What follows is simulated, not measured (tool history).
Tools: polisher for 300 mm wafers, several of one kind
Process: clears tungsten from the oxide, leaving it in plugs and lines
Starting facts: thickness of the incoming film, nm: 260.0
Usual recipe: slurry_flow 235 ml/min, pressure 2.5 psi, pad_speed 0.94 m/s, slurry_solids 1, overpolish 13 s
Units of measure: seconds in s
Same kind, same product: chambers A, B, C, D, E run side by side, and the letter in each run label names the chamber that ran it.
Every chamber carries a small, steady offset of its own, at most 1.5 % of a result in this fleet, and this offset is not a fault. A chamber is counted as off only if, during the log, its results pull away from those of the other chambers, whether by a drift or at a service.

run	hour	slurry_flow	pressure	pad_speed	slurry_solids	overpolish	seconds
# hour 0.8: chamber A: slurry tank refilled with fresh slurry and peroxide
# hour 2.1: chamber A: slurry blender recalibrated
1A	11.4	235	2.5	0.94	1	13	93.785
# hour 14.6: chamber C: slurry tank refilled with fresh slurry and peroxide
2B	17.4	235	2.5	0.94	1	13	97.574
3E	25.5	235	2.5	0.94	1	13	94.373
4D	33.3	235	2.5	0.94	1	13	96.082
5C	43.2	175	1.8	0.94	1	13	140.58
6E	52.6	175	1.8	0.94	1	13	133.73
# hour 53.8: chamber D: slurry blender recalibrated
7B	59.7	175	1.8	0.94	1	13	139.87
# hour 59.8: chamber B: worn pad replaced by a new one
# hour 65: chamber D: worn pad replaced by a new one
8D	69.7	175	1.8	0.94	1	13	141.68
9C	80	175	1.8	0.94	1	13	143.09
10A	86.6	235	2.5	0.94	1	13	96.274
# hour 92.7: chamber C: worn pad replaced by a new one
# hour 96.1: chamber D: slurry tank refilled with fresh slurry and peroxide
11D	97.3	235	2.5	0.94	1	13	97.663
12B	107.9	235	2.5	0.94	1	13	96.568
# hour 108.3: chamber E: worn pad replaced by a new one
# hour 112.7: chamber B: head pressure recalibrated
13E	119.3	235	2.5	0.94	1	13	95.495
# hour 120.8: chamber A: worn pad replaced by a new one
# hour 125.9: chamber C: slurry blender recalibrated
14A	129.2	235	2.5	0.94	1	13	95.256
# hour 129.4: chamber E: slurry tank refilled with fresh slurry and peroxide
15C	142.2	235	2.5	0.94	1	13	96.605
16C	151.5	235	2.5	0.94	0.75	13	106.85
# hour 156.6: chamber A: slurry tank refilled with fresh slurry and peroxide
17D	158.4	235	2.5	0.94	0.75	13	104.52
# hour 159.5: chamber B: slurry blender recalibrated
18B	168.5	235	2.5	0.94	0.75	13	103.57
19A	176.1	235	2.5	0.94	0.75	13	103.94
20E	187.4	235	2.5	0.94	0.75	13	102.07
# hour 190.6: chamber C: slurry tank refilled with fresh slurry and peroxide
# hour 192.1: chamber C: worn pad replaced by a new one
# hour 194.3: chamber C: slurry nozzle cleaned
# hour 198.2: chamber E: slurry blender recalibrated
21A	198.8	235	1.8	0.94	1	21	136.93
22B	210	235	1.8	0.94	1	21	139.98
# hour 214.5: chamber A: slurry nozzle cleaned
23C	216.1	235	1.8	0.94	1	21	136.61
24E	222.2	235	1.8	0.94	1	21	129.51
# hour 223.4: chamber D: worn pad replaced by a new one
# hour 226.8: chamber D: slurry tank refilled with fresh slurry and peroxide
25D	233	235	1.8	0.94	1	21	135.85
# hour 235.4: chamber E: worn pad replaced by a new one
26E	243.4	235	2.5	0.94	1	13	92.388
# hour 243.7: chamber B: worn pad replaced by a new one
27A	253.8	235	2.5	1.08	0.8	13	88.394
28B	259.9	235	2.5	1.08	0.8	13	94.647
# hour 261.6: chamber A: worn pad replaced by a new one
29C	265.5	235	2.5	1.08	0.8	13	88.212
# hour 277.4: chamber E: slurry tank refilled with fresh slurry and peroxide
30D	277.9	235	2.5	1.08	0.8	13	87.346
31A	290.7	235	2.5	1.08	0.8	13	88.366
# hour 293: chamber C: slurry blender recalibrated
32E	297	235	2.5	0.94	1	13	93.967
33C	307.6	235	2.5	0.94	1	13	97.569
34D	316.3	235	2	0.94	1	13	121.23
35B	325.7	235	2	0.94	1	13	133.45
36B	336.7	235	2	0.94	1	13	132.09

One chamber off, gauge drift, or nothing amiss beyond the chambers' own small offsets? If it is a chamber, which one, and what is the likeliest cause?

One chamber, B, drifts off from the rest bit by bit.
Likeliest cause: peroxide lost from the slurry, % = 22.1.

Which of the 4 candidates below, each the usual settings with something changed and its results left as question marks, puts chamber B back in line with what the other chambers give on the usual settings?
A result is in line if it is within this distance of the other chambers' mean on the usual settings: seconds 4.5 s
37B-1	346.1	235	2.4	0.9	1	13	?
37B-2	346.1	235	2.6	0.98	1	13	?
37B-3	346.1	235	2.3	0.86	1	13	?
37B-4	346.1	235	2.8	1.02	1	13	?

The other chambers' mean on the usual settings: seconds 95.876 s
run	seconds
37B-1	115.09
37B-2	97.375
37B-3	125.82
37B-4	86.776
37B-2 is the one that brings the chamber's results back in line with the other chambers.

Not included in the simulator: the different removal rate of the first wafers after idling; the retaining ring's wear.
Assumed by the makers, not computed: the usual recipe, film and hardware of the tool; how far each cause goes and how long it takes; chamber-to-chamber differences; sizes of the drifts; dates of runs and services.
